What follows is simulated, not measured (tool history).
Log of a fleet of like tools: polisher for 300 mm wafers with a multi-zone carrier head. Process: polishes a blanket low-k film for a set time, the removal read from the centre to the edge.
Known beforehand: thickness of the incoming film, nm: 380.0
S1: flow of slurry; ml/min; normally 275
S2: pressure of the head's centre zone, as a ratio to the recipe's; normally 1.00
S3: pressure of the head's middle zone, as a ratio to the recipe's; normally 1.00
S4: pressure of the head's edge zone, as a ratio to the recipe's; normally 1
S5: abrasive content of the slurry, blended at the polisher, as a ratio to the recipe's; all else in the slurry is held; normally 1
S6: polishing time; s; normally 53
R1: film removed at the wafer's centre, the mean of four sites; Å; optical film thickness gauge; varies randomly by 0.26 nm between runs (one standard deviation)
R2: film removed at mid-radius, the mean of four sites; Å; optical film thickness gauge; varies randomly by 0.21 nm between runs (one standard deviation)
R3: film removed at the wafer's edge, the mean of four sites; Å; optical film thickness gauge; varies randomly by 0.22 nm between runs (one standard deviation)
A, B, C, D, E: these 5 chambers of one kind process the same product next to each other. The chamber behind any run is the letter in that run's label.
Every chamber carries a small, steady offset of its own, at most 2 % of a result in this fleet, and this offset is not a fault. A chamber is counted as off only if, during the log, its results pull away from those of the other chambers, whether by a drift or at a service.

{"run": "1D", "hour": 13.4, "S1": 275, "S2": 1.0, "S3": 1.0, "S4": 1, "S5": 1, "S6": 53, "R1": 236.36, "R2": 232.31, "R3": 238.79}
{"run": "2C", "hour": 22.9, "S1": 275, "S2": 1.0, "S3": 1.0, "S4": 1, "S5": 1, "S6": 53, "R1": 230.09, "R2": 238.78, "R3": 232.36}
{"hour": 28.3, "done": "chamber D: worn pad replaced by a new one"}
{"run": "3B", "hour": 32.8, "S1": 275, "S2": 1.0, "S3": 1.0, "S4": 1, "S5": 1, "S6": 53, "R1": 229.37, "R2": 234.95, "R3": 235.44}
{"run": "4E", "hour": 41.0, "S1": 275, "S2": 1.0, "S3": 1.0, "S4": 1, "S5": 1, "S6": 53, "R1": 232.2, "R2": 237.46, "R3": 236.9}
{"hour": 49.6, "done": "chamber B: worn pad replaced by a new one"}
{"run": "5A", "hour": 52.5, "S1": 275, "S2": 1.0, "S3": 1.0, "S4": 1, "S5": 1, "S6": 53, "R1": 230.31, "R2": 231.5, "R3": 229.38}
{"hour": 53.5, "done": "chamber B: slurry nozzle cleaned"}
{"hour": 59.2, "done": "chamber C: slurry nozzle cleaned"}
{"hour": 61.2, "done": "chamber C: worn pad replaced by a new one"}
{"hour": 63.3, "done": "chamber A: edge zone pressure recalibrated"}
{"run": "6E", "hour": 66.1, "S1": 275, "S2": 1.0, "S3": 1.0, "S4": 1, "S5": 1, "S6": 53, "R1": 235.26, "R2": 234.96, "R3": 232.75}
{"hour": 69.5, "done": "chamber E: edge zone pressure recalibrated"}
{"hour": 77.6, "done": "chamber A: worn pad replaced by a new one"}
{"run": "7B", "hour": 78.8, "S1": 275, "S2": 1.0, "S3": 1.0, "S4": 1, "S5": 1, "S6": 53, "R1": 237.44, "R2": 233.35, "R3": 236.0}
{"hour": 84.7, "done": "chamber E: worn pad replaced by a new one"}
{"run": "8A", "hour": 94.7, "S1": 275, "S2": 1.0, "S3": 1.11, "S4": 1, "S5": 1, "S6": 53, "R1": 228.62, "R2": 255.45, "R3": 232.4}
{"hour": 101.9, "done": "chamber A: slurry nozzle cleaned"}
{"run": "9D", "hour": 109.5, "S1": 275, "S2": 1.0, "S3": 1.11, "S4": 1, "S5": 1, "S6": 53, "R1": 232.26, "R2": 254.36, "R3": 233.32}
{"hour": 112.5, "done": "chamber D: worn pad replaced by a new one"}
{"run": "10C", "hour": 119.4, "S1": 275, "S2": 1.0, "S3": 1.11, "S4": 1, "S5": 1, "S6": 53, "R1": 232.38, "R2": 256.63, "R3": 232.63}
{"hour": 129.2, "done": "chamber C: worn pad replaced by a new one"}
{"hour": 130.6, "done": "chamber B: worn pad replaced by a new one"}
{"run": "11A", "hour": 134.7, "S1": 275, "S2": 1.0, "S3": 1.11, "S4": 1, "S5": 1, "S6": 53, "R1": 231.34, "R2": 257.57, "R3": 232.93}
{"run": "12B", "hour": 149.9, "S1": 275, "S2": 1.0, "S3": 1.11, "S4": 1, "S5": 1, "S6": 53, "R1": 238.74, "R2": 255.02, "R3": 238.08}
{"hour": 156.2, "done": "chamber A: worn pad replaced by a new one"}
{"hour": 165.1, "done": "chamber E: worn pad replaced by a new one"}
{"run": "13D", "hour": 165.3, "S1": 275, "S2": 1.0, "S3": 1.0, "S4": 1, "S5": 1, "S6": 66, "R1": 292.16, "R2": 289.21, "R3": 286.18}
{"run": "14E", "hour": 175.5, "S1": 275, "S2": 1.0, "S3": 1.0, "S4": 1, "S5": 1, "S6": 66, "R1": 288.82, "R2": 294.2, "R3": 296.55}
{"run": "15C", "hour": 187.6, "S1": 275, "S2": 1.0, "S3": 1.0, "S4": 1, "S5": 1, "S6": 66, "R1": 290.71, "R2": 294.09, "R3": 289.5}
{"hour": 190.5, "done": "chamber D: worn pad replaced by a new one"}
{"run": "16D", "hour": 196.2, "S1": 275, "S2": 1.0, "S3": 1.0, "S4": 1, "S5": 1, "S6": 66, "R1": 285.16, "R2": 291.3, "R3": 296.72}
{"hour": 197.2, "done": "chamber B: worn pad replaced by a new one"}
{"hour": 205.3, "done": "chamber C: worn pad replaced by a new one"}
{"run": "17A", "hour": 207.0, "S1": 275, "S2": 1.0, "S3": 1.0, "S4": 1, "S5": 1, "S6": 66, "R1": 281.4, "R2": 288.69, "R3": 288.65}
{"run": "18C", "hour": 217.7, "S1": 275, "S2": 1.0, "S3": 1.0, "S4": 1, "S5": 1, "S6": 53, "R1": 228.2, "R2": 235.83, "R3": 233.13}
{"hour": 221.7, "done": "chamber A: worn pad replaced by a new one"}
{"run": "19B", "hour": 229.3, "S1": 275, "S2": 1.0, "S3": 1.0, "S4": 1, "S5": 1, "S6": 53, "R1": 234.65, "R2": 229.73, "R3": 236.95}
{"run": "20E", "hour": 243.5, "S1": 275, "S2": 1.0, "S3": 1.0, "S4": 1, "S5": 1, "S6": 53, "R1": 232.09, "R2": 239.31, "R3": 237.01}
{"hour": 244.2, "done": "chamber A: centre zone pressure recalibrated"}
{"hour": 249.3, "done": "chamber D: slurry nozzle cleaned"}
{"hour": 253.5, "done": "chamber E: worn pad replaced by a new one"}
{"run": "21C", "hour": 259.3, "S1": 275, "S2": 1.0, "S3": 1.0, "S4": 1, "S5": 1, "S6": 53, "R1": 231.11, "R2": 231.86, "R3": 236.21}
{"hour": 262.9, "done": "chamber D: worn pad replaced by a new one"}
{"hour": 267.2, "done": "chamber B: worn pad replaced by a new one"}
{"run": "22B", "hour": 267.5, "S1": 275, "S2": 1.0, "S3": 1.0, "S4": 1, "S5": 1, "S6": 68, "R1": 303.66, "R2": 301.34, "R3": 304.39}
{"hour": 274.6, "done": "chamber D: centre zone pressure recalibrated"}
{"hour": 275.9, "done": "chamber C: worn pad replaced by a new one"}
{"hour": 279.9, "done": "chamber B: edge zone pressure recalibrated"}
{"run": "23E", "hour": 281.7, "S1": 275, "S2": 1.0, "S3": 1.0, "S4": 1, "S5": 1, "S6": 68, "R1": 297.94, "R2": 296.26, "R3": 304.96}
{"run": "24A", "hour": 293.4, "S1": 275, "S2": 1.0, "S3": 1.0, "S4": 1, "S5": 1, "S6": 68, "R1": 325.13, "R2": 299.72, "R3": 299.45}
{"hour": 297.2, "done": "chamber A: worn pad replaced by a new one"}
{"run": "25D", "hour": 303.5, "S1": 275, "S2": 1.0, "S3": 1.0, "S4": 1, "S5": 1, "S6": 68, "R1": 294.28, "R2": 292.63, "R3": 300.84}
{"run": "26A", "hour": 316.7, "S1": 275, "S2": 1.0, "S3": 1.0, "S4": 1, "S5": 1, "S6": 68, "R1": 323.3, "R2": 299.82, "R3": 300.16}
{"run": "27B", "hour": 328.3, "S1": 275, "S2": 0.91, "S3": 1.12, "S4": 1, "S5": 1, "S6": 53, "R1": 208.05, "R2": 257.08, "R3": 236.68}
{"hour": 332.7, "done": "chamber E: worn pad replaced by a new one"}
{"run": "28C", "hour": 338.3, "S1": 275, "S2": 0.91, "S3": 1.12, "S4": 1, "S5": 1, "S6": 53, "R1": 209.11, "R2": 262.75, "R3": 232.7}
{"hour": 346.2, "done": "chamber D: worn pad replaced by a new one"}
{"run": "29D", "hour": 354.2, "S1": 275, "S2": 0.91, "S3": 1.12, "S4": 1, "S5": 1, "S6": 53, "R1": 212.46, "R2": 253.49, "R3": 235.78}
{"hour": 357.9, "done": "chamber C: worn pad replaced by a new one"}
{"run": "30E", "hour": 367.4, "S1": 275, "S2": 0.91, "S3": 1.12, "S4": 1, "S5": 1, "S6": 53, "R1": 208.25, "R2": 261.1, "R3": 235.09}
{"run": "31C", "hour": 374.8, "S1": 275, "S2": 0.91, "S3": 1.12, "S4": 1, "S5": 1, "S6": 53, "R1": 207.23, "R2": 256.27, "R3": 232.86}
{"hour": 382.6, "done": "chamber A: worn pad replaced by a new one"}
{"run": "32A", "hour": 383.6, "S1": 275, "S2": 1.0, "S3": 1.0, "S4": 1, "S5": 1, "S6": 53, "R1": 249.95, "R2": 232.33, "R3": 234.1}

All chambers now run identical settings, listed one chamber a line with results as question marks. What results will each chamber show?
{"run": "33A", "hour": 395.4, "S1": 325, "S2": 1.0, "S3": 1.0, "S4": 1, "S5": 1, "S6": 53, "R1": "?", "R2": "?", "R3": "?"}
{"run": "33B", "hour": 395.4, "S1": 325, "S2": 1.0, "S3": 1.0, "S4": 1, "S5": 1, "S6": 53, "R1": "?", "R2": "?", "R3": "?"}
{"run": "33C", "hour": 395.4, "S1": 325, "S2": 1.0, "S3": 1.0, "S4": 1, "S5": 1, "S6": 53, "R1": "?", "R2": "?", "R3": "?"}
{"run": "33D", "hour": 395.4, "S1": 325, "S2": 1.0, "S3": 1.0, "S4": 1, "S5": 1, "S6": 53, "R1": "?", "R2": "?", "R3": "?"}
{"run": "33E", "hour": 395.4, "S1": 325, "S2": 1.0, "S3": 1.0, "S4": 1, "S5": 1, "S6": 53, "R1": "?", "R2": "?", "R3": "?"}

run=33A R1=261.87 R2=238.30 R3=235.87
run=33B R1=232.07 R2=232.44 R3=234.96
run=33C R1=234.48 R2=237.85 R3=236.51
run=33D R1=237.22 R2=235.55 R3=235.51
run=33E R1=236.73 R2=240.68 R3=243.73
